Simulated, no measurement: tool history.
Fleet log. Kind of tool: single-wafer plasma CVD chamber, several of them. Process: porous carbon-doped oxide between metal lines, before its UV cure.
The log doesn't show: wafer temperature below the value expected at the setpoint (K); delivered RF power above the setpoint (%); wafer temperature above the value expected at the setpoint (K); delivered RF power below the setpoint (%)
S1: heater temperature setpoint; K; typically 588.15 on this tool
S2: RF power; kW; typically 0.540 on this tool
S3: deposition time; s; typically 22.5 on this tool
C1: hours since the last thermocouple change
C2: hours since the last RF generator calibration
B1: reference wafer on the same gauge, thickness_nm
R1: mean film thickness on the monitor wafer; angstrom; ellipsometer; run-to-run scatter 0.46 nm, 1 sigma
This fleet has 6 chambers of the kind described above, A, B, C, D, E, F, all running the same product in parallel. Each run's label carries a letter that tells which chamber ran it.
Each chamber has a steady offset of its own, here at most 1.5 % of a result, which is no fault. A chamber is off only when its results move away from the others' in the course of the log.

run 1A hour=5.0 | S1=588.15 S2=0.540 S3=22.5 | C1=732.2 C2=1000.8 | B1=107.89 | R1=1193.5
run 2E hour=14.3 | S1=588.15 S2=0.540 S3=22.5 | C1=787.6 C2=268.2 | B1=108.10 | R1=1198.5
run 3F hour=25.1 | S1=588.15 S2=0.540 S3=22.5 | C1=1186.3 C2=262.8 | B1=108.03 | R1=1179.7
run 4D hour=30.3 | S1=588.15 S2=0.540 S3=22.5 | C1=123.7 C2=231.6 | B1=108.07 | R1=1184.9
run 5C hour=36.3 | S1=588.15 S2=0.540 S3=22.5 | C1=148.3 C2=913.2 | B1=108.00 | R1=1204.5
run 6B hour=44.0 | S1=588.15 S2=0.540 S3=22.5 | C1=89.1 C2=1114.4 | B1=107.98 | R1=1194.3
run 7E hour=53.5 | S1=588.15 S2=0.540 S3=22.5 | C1=826.8 C2=307.4 | B1=107.97 | R1=1197.8
run 8A hour=63.0 | S1=588.15 S2=0.540 S3=22.5 | C1=790.2 C2=1058.8 | B1=107.99 | R1=1195.3
run 9D hour=72.9 | S1=588.15 S2=0.540 S3=22.5 | C1=166.3 C2=274.2 | B1=107.97 | R1=1188.1
run 10C hour=81.4 | S1=588.15 S2=0.540 S3=22.5 | C1=193.4 C2=958.3 | B1=108.06 | R1=1203.4
run 11B hour=87.0 | S1=588.15 S2=0.540 S3=24.5 | C1=132.1 C2=1157.4 | B1=107.98 | R1=1297.0
run 12F hour=95.5 | S1=588.15 S2=0.540 S3=24.5 | C1=1256.7 C2=333.2 | B1=107.94 | R1=1297.1
run 13A hour=102.9 | S1=588.15 S2=0.540 S3=24.5 | C1=830.1 C2=1098.7 | B1=107.93 | R1=1293.8
-- hour=108.7 chamber B: RF generator calibrated
run 14F hour=110.3 | S1=588.15 S2=0.540 S3=24.5 | C1=1271.5 C2=348.0 | B1=107.95 | R1=1285.7
run 15B hour=120.8 | S1=588.15 S2=0.540 S3=24.5 | C1=165.9 C2=12.2 | B1=108.05 | R1=1293.2
run 16E hour=128.6 | S1=588.15 S2=0.540 S3=24.5 | C1=901.9 C2=382.5 | B1=107.95 | R1=1299.1
run 17D hour=137.2 | S1=588.15 S2=0.580 S3=22.5 | C1=230.6 C2=338.5 | B1=108.09 | R1=1243.6
run 18C hour=146.4 | S1=588.15 S2=0.580 S3=22.5 | C1=258.4 C2=1023.3 | B1=108.00 | R1=1260.6
run 19A hour=156.4 | S1=588.15 S2=0.580 S3=22.5 | C1=883.6 C2=1152.2 | B1=108.06 | R1=1245.3
run 20E hour=167.7 | S1=588.15 S2=0.580 S3=22.5 | C1=941.0 C2=421.6 | B1=107.93 | R1=1267.6
run 21F hour=178.4 | S1=588.15 S2=0.580 S3=22.5 | C1=1339.6 C2=416.1 | B1=107.97 | R1=1226.1
run 22C hour=185.8 | S1=588.15 S2=0.580 S3=22.5 | C1=297.8 C2=1062.7 | B1=108.01 | R1=1259.0
run 23B hour=193.9 | S1=588.15 S2=0.540 S3=22.5 | C1=239.0 C2=85.3 | B1=108.01 | R1=1190.4
run 24D hour=198.9 | S1=574.15 S2=0.540 S3=19.0 | C1=292.3 C2=400.2 | B1=108.04 | R1=1092.4
run 25C hour=208.8 | S1=574.15 S2=0.540 S3=19.0 | C1=320.8 C2=1085.7 | B1=108.07 | R1=1102.3
run 26E hour=216.7 | S1=574.15 S2=0.540 S3=19.0 | C1=990.0 C2=470.6 | B1=107.96 | R1=1093.0
run 27B hour=227.9 | S1=574.15 S2=0.540 S3=19.0 | C1=273.0 C2=119.3 | B1=107.97 | R1=1097.3
run 28F hour=232.9 | S1=574.15 S2=0.540 S3=19.0 | C1=1394.1 C2=470.6 | B1=108.03 | R1=1074.3
run 29A hour=238.7 | S1=574.15 S2=0.540 S3=19.0 | C1=965.9 C2=1234.5 | B1=108.05 | R1=1086.1
run 30D hour=249.8 | S1=588.15 S2=0.540 S3=22.5 | C1=343.2 C2=451.1 | B1=108.00 | R1=1187.0
run 31A hour=257.8 | S1=588.15 S2=0.540 S3=22.5 | C1=985.0 C2=1253.6 | B1=108.05 | R1=1185.4
run 32E hour=267.7 | S1=588.15 S2=0.540 S3=22.5 | C1=1041.0 C2=521.6 | B1=108.11 | R1=1198.8
run 33F hour=273.5 | S1=588.15 S2=0.540 S3=22.5 | C1=1434.7 C2=511.2 | B1=108.09 | R1=1161.8
run 34B hour=282.4 | S1=588.15 S2=0.640 S3=22.5 | C1=327.5 C2=173.8 | B1=107.99 | R1=1346.1
run 35C hour=288.4 | S1=588.15 S2=0.640 S3=22.5 | C1=400.4 C2=1165.3 | B1=107.83 | R1=1345.5
run 36D hour=296.4 | S1=588.15 S2=0.640 S3=22.5 | C1=389.8 C2=497.7 | B1=107.98 | R1=1335.6
run 37E hour=304.7 | S1=588.15 S2=0.640 S3=22.5 | C1=1078.0 C2=558.6 | B1=108.03 | R1=1341.6
run 38D hour=310.2 | S1=588.15 S2=0.640 S3=22.5 | C1=403.6 C2=511.5 | B1=108.05 | R1=1328.8
run 39B hour=317.8 | S1=588.15 S2=0.640 S3=22.5 | C1=362.9 C2=209.2 | B1=107.88 | R1=1332.8
run 40C hour=326.3 | S1=588.15 S2=0.540 S3=22.5 | C1=438.3 C2=1203.2 | B1=107.90 | R1=1203.1
run 41F hour=331.7 | S1=588.15 S2=0.540 S3=22.5 | C1=1492.9 C2=569.4 | B1=107.96 | R1=1157.9

Next, every chamber runs the same settings. What will each give?
run 42A hour=339.8 | S1=588.15 S2=0.540 S3=22.5 | R1=?
run 42B hour=339.8 | S1=588.15 S2=0.540 S3=22.5 | R1=?
run 42C hour=339.8 | S1=588.15 S2=0.540 S3=22.5 | R1=?
run 42D hour=339.8 | S1=588.15 S2=0.540 S3=22.5 | R1=?
run 42E hour=339.8 | S1=588.15 S2=0.540 S3=22.5 | R1=?
run 42F hour=339.8 | S1=588.15 S2=0.540 S3=22.5 | R1=?

run=42A R1=1196.0
run=42B R1=1193.8
run=42C R1=1205.5
run=42D R1=1186.0
run=42E R1=1192.4
run=42F R1=1154.2
